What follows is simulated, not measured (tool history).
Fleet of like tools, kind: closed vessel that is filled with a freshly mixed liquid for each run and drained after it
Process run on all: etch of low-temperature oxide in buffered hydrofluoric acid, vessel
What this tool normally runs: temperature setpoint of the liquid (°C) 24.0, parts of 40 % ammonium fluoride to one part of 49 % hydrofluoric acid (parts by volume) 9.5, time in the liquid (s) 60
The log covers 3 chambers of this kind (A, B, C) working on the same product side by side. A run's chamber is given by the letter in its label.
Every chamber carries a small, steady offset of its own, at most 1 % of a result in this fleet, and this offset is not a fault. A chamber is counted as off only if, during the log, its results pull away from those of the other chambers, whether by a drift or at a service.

| run | hour | temperature setpoint of the liquid (°C) | parts of 40 % ammonium fluoride to one part of 49 % hydrofluoric acid (parts by volume) | time in the liquid (s) | hours since the thermometer was replaced | hours since the hydrofluoric acid flow meter was replaced | read-back film thickness of the low-temperature oxide reference wafer, read on the same gauge (nm) | thickness taken off the low-temperature oxide on a monitor wafer (angstrom) |
|---|---|---|---|---|---|---|---|---|
| 1B | 8.5 | 24.0 | 9.5 | 60 | 866.6 | 1545.3 | 119.99 | 2294.5 |
| 2A | 16.4 | 24.0 | 9.5 | 60 | 699.3 | 1406.6 | 119.96 | 2321.0 |
| 3C | 27.5 | 24.0 | 9.5 | 60 | 2198.6 | 873.4 | 119.94 | 2321.0 |
| 4C | 38.6 | 24.0 | 9.5 | 60 | 2209.7 | 884.5 | 119.98 | 2321.2 |
|  | 43.6 | chamber C: hydrofluoric acid flow meter replaced |
| 5A | 43.9 | 24.0 | 9.5 | 60 | 726.8 | 1434.1 | 120.01 | 2290.3 |
| 6B | 53.2 | 24.0 | 9.5 | 60 | 911.3 | 1590.0 | 119.98 | 2274.6 |
| 7A | 63.6 | 24.0 | 9.5 | 60 | 746.5 | 1453.8 | 119.97 | 2309.3 |
| 8C | 70.4 | 24.0 | 9.5 | 60 | 2241.5 | 26.8 | 119.98 | 2310.0 |
| 9B | 77.6 | 24.0 | 9.5 | 60 | 935.7 | 1614.4 | 120.02 | 2294.0 |
| 10B | 88.6 | 24.0 | 9.5 | 60 | 946.7 | 1625.4 | 119.99 | 2270.8 |
| 11A | 99.8 | 24.0 | 9.5 | 60 | 782.7 | 1490.0 | 119.99 | 2300.4 |
| 12C | 106.5 | 24.0 | 9.5 | 60 | 2277.6 | 62.9 | 119.98 | 2321.1 |
| 13B | 112.4 | 24.0 | 9.5 | 60 | 970.5 | 1649.2 | 120.00 | 2256.0 |
| 14A | 121.1 | 24.0 | 9.5 | 60 | 804.0 | 1511.3 | 119.99 | 2296.2 |
| 15C | 130.5 | 24.0 | 9.5 | 60 | 2301.6 | 86.9 | 120.01 | 2319.6 |
| 16A | 139.9 | 24.0 | 9.5 | 60 | 822.8 | 1530.1 | 119.99 | 2308.7 |
| 17C | 146.3 | 24.0 | 9.5 | 60 | 2317.4 | 102.7 | 120.02 | 2282.5 |
| 18B | 151.9 | 24.0 | 9.5 | 60 | 1010.0 | 1688.7 | 120.04 | 2228.9 |
| 19C | 162.9 | 24.0 | 9.5 | 60 | 2334.0 | 119.3 | 120.03 | 2285.9 |
| 20B | 174.0 | 26.0 | 9.5 | 95 | 1032.1 | 1710.8 | 120.03 | 3955.4 |
| 21A | 184.6 | 26.0 | 9.5 | 95 | 867.5 | 1574.8 | 120.00 | 4070.5 |
| 22C | 189.8 | 26.0 | 9.5 | 95 | 2360.9 | 146.2 | 120.01 | 4037.1 |
| 23B | 198.3 | 24.0 | 9.5 | 60 | 1056.4 | 1735.1 | 119.98 | 2240.0 |
| 24A | 203.5 | 19.5 | 8.0 | 60 | 886.4 | 1593.7 | 119.97 | 2092.8 |
| 25A | 213.2 | 19.5 | 8.0 | 60 | 896.1 | 1603.4 | 119.99 | 2108.5 |
| 26C | 220.4 | 19.5 | 8.0 | 60 | 2391.5 | 176.8 | 119.98 | 2123.9 |
| 27B | 226.1 | 24.0 | 9.5 | 60 | 1084.2 | 1762.9 | 120.02 | 2217.1 |
| 28B | 233.7 | 24.0 | 9.5 | 60 | 1091.8 | 1770.5 | 120.02 | 2202.6 |
| 29A | 241.6 | 24.0 | 9.5 | 60 | 924.5 | 1631.8 | 120.03 | 2301.8 |
| 30C | 250.4 | 24.0 | 9.5 | 60 | 2421.5 | 206.8 | 119.98 | 2284.2 |
|  | 254.3 | chamber A: thermometer replaced |
| 31B | 261.4 | 24.0 | 9.5 | 60 | 1119.5 | 1798.2 | 119.98 | 2149.1 |
| 32A | 267.4 | 24.0 | 9.5 | 60 | 13.2 | 1657.6 | 120.03 | 2304.3 |

Is one chamber out of step, is the gauge drifting, or do the chambers differ by no more than their own small offsets? For an off chamber, give its letter and the likeliest cause.

Little by little, chamber B moves away from the other chambers.
What lies behind it: liquid colder than its thermometer reads (K) = 0.887.
The log may not separate it from: hydrofluoric acid flow below the setpoint (%).

Below are 4 candidate recipes for chamber B's next run, each the usual settings with a change, their results shown as question marks. Which of them brings B's results back in line with what the other chambers give on the usual settings?
Maximum distance from the other chambers' mean on the usual settings for a result to count as in line: thickness taken off the low-temperature oxide on a monitor wafer (angstrom) 59.0
| 33B-1 | 275.9 | 23.5 | 10.0 | 60 |  |  |  | ? |
| 33B-2 | 275.9 | 24.5 | 9.0 | 60 |  |  |  | ? |
| 33B-3 | 275.9 | 23.0 | 10.5 | 60 |  |  |  | ? |
| 33B-4 | 275.9 | 24.0 | 9.0 | 65 |  |  |  | ? |

On the usual settings, the other chambers give on average: thickness taken off the low-temperature oxide on a monitor wafer (angstrom) 2306.3
| run | thickness taken off the low-temperature oxide on a monitor wafer (angstrom) |
|---|---|
| 33B-1 | 2038.4 |
| 33B-2 | 2299.7 |
| 33B-3 | 1893.2 |
| 33B-4 | 2424.1 |
The right change is 33B-2: it brings the chamber back within the allowed miss of the others.

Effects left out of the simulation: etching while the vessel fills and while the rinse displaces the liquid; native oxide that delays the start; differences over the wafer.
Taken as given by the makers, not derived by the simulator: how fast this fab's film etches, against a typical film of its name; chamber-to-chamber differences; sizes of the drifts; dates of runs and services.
